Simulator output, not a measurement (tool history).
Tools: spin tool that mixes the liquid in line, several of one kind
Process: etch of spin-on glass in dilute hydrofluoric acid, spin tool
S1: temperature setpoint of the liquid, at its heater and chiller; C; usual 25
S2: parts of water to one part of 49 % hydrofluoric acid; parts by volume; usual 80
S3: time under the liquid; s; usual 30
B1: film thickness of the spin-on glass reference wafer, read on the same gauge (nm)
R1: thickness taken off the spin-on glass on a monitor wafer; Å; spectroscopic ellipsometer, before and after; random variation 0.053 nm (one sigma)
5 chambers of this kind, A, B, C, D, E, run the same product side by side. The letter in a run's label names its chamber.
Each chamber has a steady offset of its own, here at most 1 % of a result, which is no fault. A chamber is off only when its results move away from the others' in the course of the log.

| run | hour | S1 | S2 | S3 | B1 | R1 |
|---|---|---|---|---|---|---|
|  | 9.2 | chamber C: hydrofluoric acid flow meter replaced |
| 1B | 12 | 25 | 80 | 30 | 129.97 | 140.86 |
| 2E | 21.3 | 25 | 80 | 30 | 130.02 | 142.88 |
| 3D | 28.7 | 25 | 80 | 30 | 130.01 | 140.9 |
| 4A | 38.7 | 25 | 80 | 30 | 130.01 | 142.18 |
| 5C | 45.2 | 25 | 80 | 50 | 130.03 | 236.47 |
| 6E | 58.1 | 25 | 80 | 50 | 129.97 | 238.63 |
| 7D | 64.6 | 25 | 80 | 50 | 129.99 | 232.71 |
| 8C | 72.5 | 25 | 80 | 50 | 130.03 | 234.93 |
| 9A | 83.8 | 25 | 80 | 50 | 130.04 | 235.93 |
| 10B | 93 | 25 | 80 | 30 | 130.03 | 140.1 |
| 11D | 104 | 25 | 80 | 30 | 130.01 | 141.29 |
| 12C | 113.4 | 25 | 80 | 30 | 129.99 | 141.38 |
| 13B | 120.6 | 25 | 80 | 30 | 129.99 | 139.93 |
| 14E | 127.9 | 25 | 80 | 30 | 130.02 | 142.35 |
| 15A | 135.3 | 25 | 80 | 30 | 129.98 | 141.9 |
| 16E | 143.8 | 25 | 60 | 45 | 129.98 | 293.67 |
| 17B | 149.8 | 25 | 60 | 45 | 130.02 | 289.39 |
| 18C | 158.2 | 25 | 60 | 45 | 129.98 | 292.22 |
| 19A | 166 | 25 | 60 | 45 | 129.98 | 288.16 |
| 20D | 179 | 25 | 60 | 45 | 130.01 | 291.09 |
| 21C | 188.6 | 25 | 80 | 30 | 130.04 | 141.38 |
| 22E | 201.1 | 25 | 80 | 30 | 130.01 | 141.94 |
|  | 210.1 | chamber B: hydrofluoric acid flow meter replaced |
| 23A | 210.7 | 21 | 80 | 50 | 129.99 | 200.72 |
| 24D | 222.3 | 21 | 80 | 50 | 129.99 | 202.07 |
| 25B | 233.9 | 21 | 80 | 50 | 129.99 | 201.39 |
| 26E | 244.1 | 21 | 80 | 50 | 130 | 201.62 |
| 27C | 254.5 | 21 | 80 | 50 | 130 | 202.34 |
| 28D | 267.1 | 25 | 80 | 30 | 129.97 | 143.29 |
| 29B | 279.7 | 25 | 80 | 30 | 130.02 | 142.02 |
| 30A | 286.6 | 25 | 80 | 30 | 130.02 | 142.11 |
| 31A | 299 | 25 | 80 | 30 | 130 | 141.81 |
| 32D | 312.5 | 25 | 80 | 30 | 130 | 142.61 |
| 33E | 320.9 | 25 | 80 | 30 | 129.99 | 143.24 |
|  | 321.1 | chamber E: thermometer replaced |
| 34B | 331.5 | 25 | 80 | 30 | 129.99 | 141.23 |
| 35C | 337.9 | 25 | 80 | 30 | 130.01 | 142.31 |
| 36D | 345.4 | 25 | 80 | 30 | 129.99 | 144.41 |
| 37E | 351.4 | 25 | 80 | 30 | 129.99 | 143.09 |
| 38B | 363.3 | 25 | 90 | 40 | 129.98 | 166.03 |
| 39C | 372.5 | 25 | 90 | 40 | 130.02 | 165.55 |

All 5 chambers run these settings next. Forecast each chamber's results:
| 40A | 382.4 | 25 | 80 | 30 |  | ? |
| 40B | 382.4 | 25 | 80 | 30 |  | ? |
| 40C | 382.4 | 25 | 80 | 30 |  | ? |
| 40D | 382.4 | 25 | 80 | 30 |  | ? |
| 40E | 382.4 | 25 | 80 | 30 |  | ? |

| run | R1 |
|---|---|
| 40A | 142.74 |
| 40B | 141.32 |
| 40C | 142.21 |
| 40D | 145.04 |
| 40E | 142.2 |
